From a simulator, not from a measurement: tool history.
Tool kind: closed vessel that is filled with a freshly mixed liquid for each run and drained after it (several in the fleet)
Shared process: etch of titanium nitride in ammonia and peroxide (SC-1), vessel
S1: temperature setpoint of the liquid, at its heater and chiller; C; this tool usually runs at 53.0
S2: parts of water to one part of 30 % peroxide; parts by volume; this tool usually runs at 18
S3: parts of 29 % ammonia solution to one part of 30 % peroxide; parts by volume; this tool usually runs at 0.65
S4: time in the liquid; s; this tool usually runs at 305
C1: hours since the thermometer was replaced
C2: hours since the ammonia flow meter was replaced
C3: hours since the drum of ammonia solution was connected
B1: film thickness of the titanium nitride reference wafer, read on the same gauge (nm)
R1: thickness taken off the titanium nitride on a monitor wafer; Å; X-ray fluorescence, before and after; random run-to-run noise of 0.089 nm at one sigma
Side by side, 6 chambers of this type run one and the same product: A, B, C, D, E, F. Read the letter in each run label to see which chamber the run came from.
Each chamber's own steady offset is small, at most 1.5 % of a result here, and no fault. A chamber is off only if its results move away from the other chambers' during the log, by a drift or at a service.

run   hour    S1  S2    S3   S4      C1      C2      C3       B1       R1
 1B    5.6  53.0  18  0.65  305   695.0   443.8   810.1  100.010   98.639
 2D   10.7  53.0  18  0.65  305  1210.3   315.5   397.7  100.010   99.090
 3A   20.5  53.0  18  0.65  305   581.5    58.5   320.3   99.978   97.740
 4F   27.7  53.0  18  0.65  305  1794.5   421.8   305.4  100.000   97.563
      31.0  -- chamber F: new drum of ammonia solution connected
 5E   33.8  53.0  18  0.65  305   100.4   805.7   527.9  100.000   97.260
 6C   41.3  53.0  18  0.65  305   546.4   301.8   560.8   99.994   97.751
 7C   46.6  53.0  18  0.85  305   551.7   307.1   566.1  100.000  103.630
 8F   53.1  53.0  18  0.85  305  1819.9   447.2    22.2  100.000  102.210
 9B   61.2  53.0  18  0.85  305   750.6   499.4   865.7   99.993  104.640
10E   71.8  53.0  18  0.85  305   138.4   843.7   565.9  100.020  103.350
11D   78.4  53.0  18  0.85  305  1278.0   383.2   465.4  100.020  102.490
12A   84.3  53.0  18  0.85  305   645.3   122.3   384.1   99.994  102.770
13E   93.1  53.0  18  0.65  305   159.7   865.0   587.2   99.991   97.075
14A   99.3  53.0  18  0.65  305   660.3   137.3   399.1   99.998   98.225
15D  105.0  53.0  18  0.65  305  1304.6   409.8   492.0   99.991   99.144
16B  110.4  53.0  18  0.65  305   799.8   548.6   914.9  100.010   99.215
17F  115.8  53.0  18  0.65  305  1882.6   509.9    84.9  100.000   97.263
18C  127.1  50.0  18  0.65  305   632.2   387.6   646.6  100.010   82.120
19F  134.7  50.0  18  0.65  305  1901.5   528.8   103.8  100.000   78.985
20A  144.2  50.0  18  0.65  305   705.2   182.2   444.0  100.020   79.136
21B  150.1  50.0  18  0.65  305   839.5   588.3   954.6   99.997   79.622
22C  155.6  50.0  18  0.65  305   660.7   416.1   675.1   99.998   81.770
23D  164.9  50.0  18  0.65  305  1364.5   469.7   551.9  100.010   81.107
24E  173.5  53.0  18  0.65  305   240.1   945.4   667.6  100.010   97.648
25C  179.7  53.0  18  0.65  305   684.8   440.2   699.2   99.993  101.670
26E  185.3  53.0  18  0.65  305   251.9   957.2   679.4  100.020   97.367
27D  191.8  53.0  18  0.65  305  1391.4   496.6   578.8   99.981   99.000
     195.7  -- chamber C: new drum of ammonia solution connected
28F  197.2  53.0  18  0.65  305  1964.0   591.3   166.3   99.995   97.706
     202.2  -- chamber A: new drum of ammonia solution connected
29A  206.5  53.0  18  0.65  305   767.5   244.5     4.4   99.996   97.274
30B  217.2  53.0  18  0.65  305   906.6   655.4  1021.7   99.993   97.659
     224.9  -- chamber A: thermometer replaced
31F  226.7  53.0  18  0.65  305  1993.5   620.8   195.8   99.978   98.501
32C  232.0  53.0  18  0.65  305   737.1   492.5    36.3   99.990  103.530
33E  238.0  62.0  18  0.90  305   304.6  1009.9   732.1  100.020  191.800
34D  247.0  62.0  18  0.90  305  1446.6   551.8   634.0  100.020  189.170
     251.2  -- chamber F: thermometer replaced
35A  255.7  62.0  18  0.90  305    30.9   293.7    53.6   99.990  190.310
36B  265.6  62.0  18  0.90  305   955.0   703.8  1070.1   99.984  188.260
37F  270.6  62.0  18  0.90  305    19.5   664.7   239.7   99.994  190.600
38B  281.7  62.0  18  0.90  305   971.1   719.9  1086.2   99.977  188.390
39D  293.1  53.0  18  0.65  305  1492.7   597.9   680.1   99.979   98.609
40E  300.8  53.0  18  0.65  305   367.4  1072.7   794.9   99.988   96.893

Does one chamber stand apart from the rest, does the shared gauge drift, or is all well apart from small per-chamber offsets? Give the chamber and the most likely cause, where there is one.

It is chamber C that slowly wanders off from its peers.
Most likely cause: liquid hotter than its thermometer reads (K) = 1.8.

Below are 4 candidate recipes for chamber C's next run, each the usual settings with a change, their results shown as question marks. Which of them brings C's results back in line with what the other chambers give on the usual settings?
In-line tolerance around the mean of the other chambers on the usual settings: R1 3.100 Å
41C-1  309.0  53.0  15.0  0.70  305                   ?
41C-2  309.0  50.5  19.0  0.65  305                   ?
41C-3  309.0  52.0  18.0  0.65  290                   ?
41C-4  309.0  54.5  17.5  0.65  335                   ?

The other chambers' mean on the usual settings: R1 97.773 Å
  run       R1
41C-1  123.330
41C-2   89.967
41C-3   97.755
41C-4  135.900
41C-3 is the one that brings the chamber's results back in line with the other chambers.
